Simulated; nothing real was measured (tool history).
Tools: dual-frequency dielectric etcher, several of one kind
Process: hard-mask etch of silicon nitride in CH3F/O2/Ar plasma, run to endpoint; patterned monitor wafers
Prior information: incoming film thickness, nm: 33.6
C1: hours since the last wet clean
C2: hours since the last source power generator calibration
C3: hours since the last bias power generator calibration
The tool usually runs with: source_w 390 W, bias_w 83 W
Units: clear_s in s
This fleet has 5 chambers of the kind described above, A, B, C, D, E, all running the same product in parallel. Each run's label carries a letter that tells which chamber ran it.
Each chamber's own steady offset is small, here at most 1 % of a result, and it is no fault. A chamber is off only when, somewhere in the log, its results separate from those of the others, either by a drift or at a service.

run 1A day=0.362 | source_w=390 bias_w=83 | C1=26.5 C2=260.9 C3=3015 | clear_s=46.769
run 2C day=0.588 | source_w=390 bias_w=83 | C1=368.7 C2=2520 C3=878.1 | clear_s=46.35
run 3D day=0.95 | source_w=390 bias_w=83 | C1=408.9 C2=477.4 C3=71.6 | clear_s=47.129
run 4E day=1.279 | source_w=390 bias_w=83 | C1=272.5 C2=2603.4 C3=2768.2 | clear_s=46.64
run 5B day=1.5 | source_w=390 bias_w=83 | C1=207.3 C2=496.6 C3=2884.3 | clear_s=47.031
run 6C day=1.792 | source_w=320 bias_w=69 | C1=397.6 C2=2548.9 C3=907 | clear_s=53.525
-- day=1.846 chamber D: wet clean of the chamber
run 7E day=2.225 | source_w=320 bias_w=69 | C1=295.2 C2=2626.1 C3=2790.9 | clear_s=54.072
-- day=2.571 chamber C: wet clean of the chamber
run 8B day=2.604 | source_w=320 bias_w=69 | C1=233.8 C2=523.1 C3=2910.8 | clear_s=53.677
run 9D day=2.879 | source_w=320 bias_w=69 | C1=24.8 C2=523.7 C3=117.9 | clear_s=53.956
run 10A day=3.233 | source_w=320 bias_w=69 | C1=95.4 C2=329.8 C3=3083.9 | clear_s=53.164
run 11E day=3.65 | source_w=430 bias_w=99 | C1=329.4 C2=2660.3 C3=2825.1 | clear_s=42.302
run 12C day=4.104 | source_w=430 bias_w=99 | C1=36.9 C2=2604.4 C3=962.5 | clear_s=42.086
run 13A day=4.558 | source_w=430 bias_w=99 | C1=127.2 C2=361.6 C3=3115.7 | clear_s=42.215
run 14B day=5.038 | source_w=430 bias_w=99 | C1=292.2 C2=581.5 C3=2969.2 | clear_s=42.761
run 15D day=5.533 | source_w=430 bias_w=99 | C1=88.5 C2=587.4 C3=181.6 | clear_s=42.537
run 16C day=5.762 | source_w=390 bias_w=83 | C1=76.7 C2=2644.2 C3=1002.3 | clear_s=46.806
run 17D day=6.154 | source_w=390 bias_w=83 | C1=103.4 C2=602.3 C3=196.5 | clear_s=46.993
run 18B day=6.525 | source_w=390 bias_w=83 | C1=327.9 C2=617.2 C3=3004.9 | clear_s=47.109
run 19A day=6.775 | source_w=390 bias_w=83 | C1=180.4 C2=414.8 C3=3168.9 | clear_s=46.725
run 20E day=7.188 | source_w=390 bias_w=83 | C1=414.3 C2=2745.2 C3=2910 | clear_s=45.992
run 21B day=7.679 | source_w=390 bias_w=83 | C1=355.6 C2=644.9 C3=3032.6 | clear_s=47.329
run 22D day=7.946 | source_w=390 bias_w=83 | C1=146.4 C2=645.3 C3=239.5 | clear_s=46.894
run 23C day=8.262 | source_w=390 bias_w=83 | C1=136.7 C2=2704.2 C3=1062.3 | clear_s=46.351
run 24E day=8.479 | source_w=390 bias_w=83 | C1=445.3 C2=2776.2 C3=2941 | clear_s=45.979
run 25A day=8.838 | source_w=390 bias_w=69 | C1=229.9 C2=464.3 C3=3218.4 | clear_s=49.778
run 26B day=9.075 | source_w=390 bias_w=69 | C1=389.1 C2=678.4 C3=3066.1 | clear_s=50.447
run 27C day=9.396 | source_w=390 bias_w=69 | C1=163.9 C2=2731.4 C3=1089.5 | clear_s=49.284
run 28A day=9.846 | source_w=390 bias_w=69 | C1=254.1 C2=488.5 C3=3242.6 | clear_s=49.676
run 29E day=10.288 | source_w=390 bias_w=69 | C1=488.7 C2=2819.6 C3=2984.4 | clear_s=48.045
run 30D day=10.583 | source_w=390 bias_w=83 | C1=209.7 C2=708.6 C3=302.8 | clear_s=46.929
run 31E day=11.046 | source_w=390 bias_w=83 | C1=506.9 C2=2837.8 C3=3002.6 | clear_s=44.753
run 32B day=11.321 | source_w=390 bias_w=83 | C1=443 C2=732.3 C3=3120 | clear_s=47.211
run 33C day=11.696 | source_w=390 bias_w=83 | C1=219.1 C2=2786.6 C3=1144.7 | clear_s=46.662
run 34A day=11.954 | source_w=390 bias_w=83 | C1=304.7 C2=539.1 C3=3293.2 | clear_s=46.726

Decide between three cases: one chamber stands off from its peers, the gauge reading all wafers drifts, or nothing is wrong past each chamber's small offset. Where a chamber is off, say which and what most likely put it there.

Chamber E drifts away from the others.
Cause: etch rate over this chamber's usual, % = 4.16.

Which of the 4 candidates below, each the usual settings with something changed and its results left as question marks, puts chamber E back in line with what the other chambers give on the usual settings?
In-line tolerance around the mean of the other chambers on the usual settings: clear_s 0.79 s
run 35E-1 day=12.312 | source_w=380 bias_w=82 | clear_s=?
run 35E-2 day=12.312 | source_w=400 bias_w=84 | clear_s=?
run 35E-3 day=12.312 | source_w=440 bias_w=83 | clear_s=?
run 35E-4 day=12.312 | source_w=390 bias_w=73 | clear_s=?

The other chambers' mean on the usual settings: clear_s 46.869 s
run=35E-1 clear_s=45.278
run=35E-2 clear_s=44.044
run=35E-3 clear_s=42.674
run=35E-4 clear_s=46.668
35E-4 brings the chamber back in line.
